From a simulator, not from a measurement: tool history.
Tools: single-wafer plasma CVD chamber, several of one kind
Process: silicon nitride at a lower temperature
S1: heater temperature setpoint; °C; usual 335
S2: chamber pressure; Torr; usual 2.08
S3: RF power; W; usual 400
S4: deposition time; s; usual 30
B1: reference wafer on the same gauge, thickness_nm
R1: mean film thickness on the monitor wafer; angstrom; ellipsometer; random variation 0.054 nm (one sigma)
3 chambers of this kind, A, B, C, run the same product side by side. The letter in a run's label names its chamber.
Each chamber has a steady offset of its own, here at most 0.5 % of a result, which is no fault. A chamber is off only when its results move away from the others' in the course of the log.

run	day	S1	S2	S3	S4	B1	R1
1A	0.321	335	2.08	400	30	37.809	459.6
2C	0.692	335	2.08	400	30	37.799	459.32
3B	1.154	335	2.08	400	30	37.805	458
4A	1.488	335	2.08	400	30	37.82	459.76
5C	1.896	335	2.08	400	35	37.811	534.36
6B	2.433	335	2.08	400	35	37.82	532.95
7C	2.817	335	2.08	400	35	37.82	534.98
8A	3.35	335	2.08	400	30	37.832	458.88
9B	3.867	335	2.08	400	30	37.838	458.52
10B	4.379	335	2.08	400	30	37.853	457.43
11A	5.008	335	2.08	345	30	37.854	417.84
12C	5.625	335	2.08	345	30	37.85	417.4
13A	6.121	335	2.08	345	30	37.851	418.63
14B	6.633	335	2.08	400	30	37.851	458.45
15C	7.242	335	2.08	400	30	37.86	459.18
16B	7.858	335	2.08	400	30	37.869	458.38
17A	8.308	335	2.08	400	30	37.87	460.29
18C	8.646	335	2.08	400	30	37.876	459.75
19B	9.196	335	2.08	400	30	37.889	458.14
20C	9.658	335	2.08	400	30	37.902	460.1
21A	10.05	335	2.08	400	30	37.893	459.86
22C	10.717	335	2.08	400	30	37.895	458.91
23B	11.275	325	2.08	400	32.2	37.896	493.21
24A	11.679	325	2.08	400	32.2	37.915	495.32
25C	12.292	325	2.08	400	32.2	37.902	495.37
26A	12.9	335	2.08	400	30	37.895	460.79
27B	13.408	335	2.08	400	30	37.917	457.58
28C	13.721	335	2.08	400	30	37.936	459.49
29B	14.183	335	2.08	400	30	37.923	458.88
30A	14.525	335	2.08	400	30	37.927	461.34
31A	15.008	335	2.08	400	30	37.927	460.31
32B	15.354	335	2.08	400	30	37.928	458.76
33C	15.808	335	2.08	400	30	37.93	459.97
34B	16.367	335	2.08	400	30	37.949	458.89
35A	16.867	335	2.08	400	30	37.956	460.77
36C	17.504	335	2.08	400	30	37.942	459.79
37C	17.867	335	1.64	400	30	37.945	432.75
38A	18.196	335	1.64	400	30	37.96	433.84
39B	18.808	335	1.64	400	30	37.965	431.24
40C	19.429	335	2.08	400	30	37.967	461.13
41B	20.029	335	2.08	400	30	37.98	459.29
42A	20.662	335	2.08	400	30	37.983	460.75

What goes on in this fleet: one chamber off, a drifting gauge, or nothing beyond the chambers' own small offsets? Name the chamber and the cause, if any.

The gauge drifts, so all chambers seem to drift together. No chamber is off.
Cause: gauge reads high (%) = 0.486.
